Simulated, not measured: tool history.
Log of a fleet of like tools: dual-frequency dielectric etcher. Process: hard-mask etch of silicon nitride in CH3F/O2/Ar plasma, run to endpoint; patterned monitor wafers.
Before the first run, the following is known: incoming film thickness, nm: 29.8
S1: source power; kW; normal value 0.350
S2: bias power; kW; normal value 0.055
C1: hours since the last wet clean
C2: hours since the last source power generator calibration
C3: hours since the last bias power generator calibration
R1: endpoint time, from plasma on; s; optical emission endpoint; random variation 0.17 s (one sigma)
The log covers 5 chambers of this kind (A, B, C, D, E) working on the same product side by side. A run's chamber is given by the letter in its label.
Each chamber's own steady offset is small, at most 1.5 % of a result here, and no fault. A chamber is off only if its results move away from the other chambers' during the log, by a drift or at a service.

run    day     S1     S2     C1      C2      C3      R1
 1D  0.096  0.350  0.055  303.6  1140.7  1631.9  49.826
 2A  0.208  0.350  0.055  288.1  1203.8  1235.5  49.619
 3C  0.325  0.350  0.055  292.2  2595.4  1473.9  49.111
 4E  0.442  0.350  0.055  205.3   201.6   203.2  49.339
 5B  0.583  0.350  0.055  103.1  1043.2  2842.1  49.991
 6A  0.771  0.350  0.055  301.6  1217.3  1249.0  49.381
 7D  0.917  0.350  0.055  323.3  1160.4  1651.6  49.664
 8B  1.025  0.350  0.055  113.7  1053.8  2852.7  49.848
 9E  1.112  0.350  0.055  221.4   217.7   219.3  49.333
10C  1.200  0.350  0.055  313.2  2616.4  1494.9  49.020
11E  1.296  0.350  0.055  225.8   222.1   223.7  49.678
12B  1.442  0.420  0.049  123.7  1063.8  2862.7  48.197
13C  1.608  0.420  0.049  323.0  2626.2  1504.7  47.367
14D  1.762  0.420  0.049  343.6  1180.7  1671.9  48.092
15A  1.917  0.420  0.049  329.1  1244.8  1276.5  48.110
16B  2.038  0.420  0.049  138.0  1078.1  2877.0  48.135
17A  2.133  0.350  0.055  334.3  1250.0  1281.7  49.698
     2.146  -- chamber A: wet clean of the chamber
18E  2.233  0.350  0.055  248.3   244.6   246.2  50.309
19D  2.408  0.350  0.055  359.1  1196.2  1687.4  49.410
20C  2.517  0.350  0.055  344.8  2648.0  1526.5  49.269
21C  2.646  0.350  0.055  347.9  2651.1  1529.6  49.033
22D  2.792  0.350  0.055  368.3  1205.4  1696.6  49.664
23E  2.929  0.350  0.055  265.0   261.3   262.9  50.256
24A  3.112  0.350  0.055   23.3  1273.5  1305.2  49.719
25B  3.233  0.350  0.042  166.7  1106.8  2905.7  54.403
26C  3.371  0.350  0.042  365.3  2668.5  1547.0  53.455
27D  3.554  0.350  0.042  386.6  1223.7  1714.9  54.449
28E  3.738  0.350  0.042  284.4   280.7   282.3  55.651
29B  3.888  0.350  0.042  182.4  1122.5  2921.4  54.290
30A  3.996  0.420  0.065   44.5  1294.7  1326.4  43.945
31B  4.083  0.420  0.065  187.1  1127.2  2926.1  44.173
32D  4.188  0.420  0.065  401.8  1238.9  1730.1  43.963

All 5 chambers run these settings next. Forecast each chamber's results:
33A  4.321  0.350  0.055               ?
33B  4.321  0.350  0.055               ?
33C  4.321  0.350  0.055               ?
33D  4.321  0.350  0.055               ?
33E  4.321  0.350  0.055               ?

run      R1
33A  49.451
33B  50.034
33C  49.032
33D  49.651
33E  51.263
